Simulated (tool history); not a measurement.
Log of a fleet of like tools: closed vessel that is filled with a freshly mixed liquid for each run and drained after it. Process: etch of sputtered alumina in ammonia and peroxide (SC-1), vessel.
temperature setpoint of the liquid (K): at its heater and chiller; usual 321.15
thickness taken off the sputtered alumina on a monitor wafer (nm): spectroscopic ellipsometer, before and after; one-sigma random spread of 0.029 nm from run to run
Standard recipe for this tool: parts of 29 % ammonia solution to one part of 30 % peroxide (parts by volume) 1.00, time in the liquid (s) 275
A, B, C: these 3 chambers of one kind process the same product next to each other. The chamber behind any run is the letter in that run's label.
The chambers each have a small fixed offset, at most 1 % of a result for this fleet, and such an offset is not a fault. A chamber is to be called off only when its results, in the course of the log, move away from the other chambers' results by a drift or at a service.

run	hour	temperature setpoint of the liquid (K)	parts of 29 % ammonia solution to one part of 30 % peroxide (parts by volume)	time in the liquid (s)	read-back film thickness of the sputtered alumina reference wafer, read on the same gauge (nm)	thickness taken off the sputtered alumina on a monitor wafer (nm)
1B	8.5	321.15	1.00	275	99.991	9.3697
2C	21.3	321.15	1.00	275	99.997	9.4330
3A	33.0	321.15	1.00	275	99.983	9.3123
# hour 36.7: chamber B: ammonia flow meter replaced
4C	43.3	321.15	1.00	275	99.993	9.4466
5A	50.9	321.15	1.00	275	99.995	9.3202
6B	61.8	321.15	1.00	275	99.977	9.4019
7C	72.8	321.15	1.00	275	99.987	9.4243
8A	82.8	321.15	1.00	275	99.998	9.3246
9B	92.4	321.15	0.55	340	99.988	10.9630
10A	103.5	321.15	0.55	340	99.996	10.9110
11B	116.5	321.15	0.55	340	100.000	10.9460
12C	122.9	321.15	1.00	275	99.995	9.4405
13A	129.1	321.15	1.00	275	99.989	9.2813
14C	138.9	321.15	1.15	420	99.998	14.5540
15B	149.4	321.15	1.15	420	99.984	14.4520
16B	156.3	321.15	1.15	420	99.989	14.5130
17C	167.1	321.15	1.00	275	100.020	9.4473
18A	177.3	321.15	1.00	275	100.020	9.3604
19A	189.8	321.15	1.00	275	99.998	9.3057
20B	198.3	321.15	1.00	275	100.010	9.3998
21C	210.0	321.15	1.00	275	100.010	9.4465
# hour 210.3: chamber A: thermometer replaced
# hour 211.4: chamber B: new drum of ammonia solution connected
22C	219.2	321.15	1.00	275	99.998	9.3452
23B	227.4	321.15	1.00	275	99.993	9.3754
24A	234.2	321.15	1.00	275	100.010	9.3144
25A	245.2	321.15	1.00	275	99.990	9.3295
26B	253.9	321.15	1.00	275	100.010	9.3648
27C	261.4	321.15	1.00	275	99.973	9.4314
28B	272.7	321.15	1.00	275	99.980	9.3588
29C	279.4	321.15	1.00	275	100.020	9.3915
30A	286.9	321.15	1.00	275	99.974	9.3545
31B	294.9	316.65	1.00	405	100.000	10.7540
32C	300.8	316.65	1.00	405	99.974	10.7240

Which is it: a chamber that has drifted or been left off by a service, a gauge drift common to all chambers, or only each chamber's usual small offset? If a chamber is off, name it and its likeliest cause.

No chamber is off and the gauge is stable; the differences are just each chamber's small, constant offset.

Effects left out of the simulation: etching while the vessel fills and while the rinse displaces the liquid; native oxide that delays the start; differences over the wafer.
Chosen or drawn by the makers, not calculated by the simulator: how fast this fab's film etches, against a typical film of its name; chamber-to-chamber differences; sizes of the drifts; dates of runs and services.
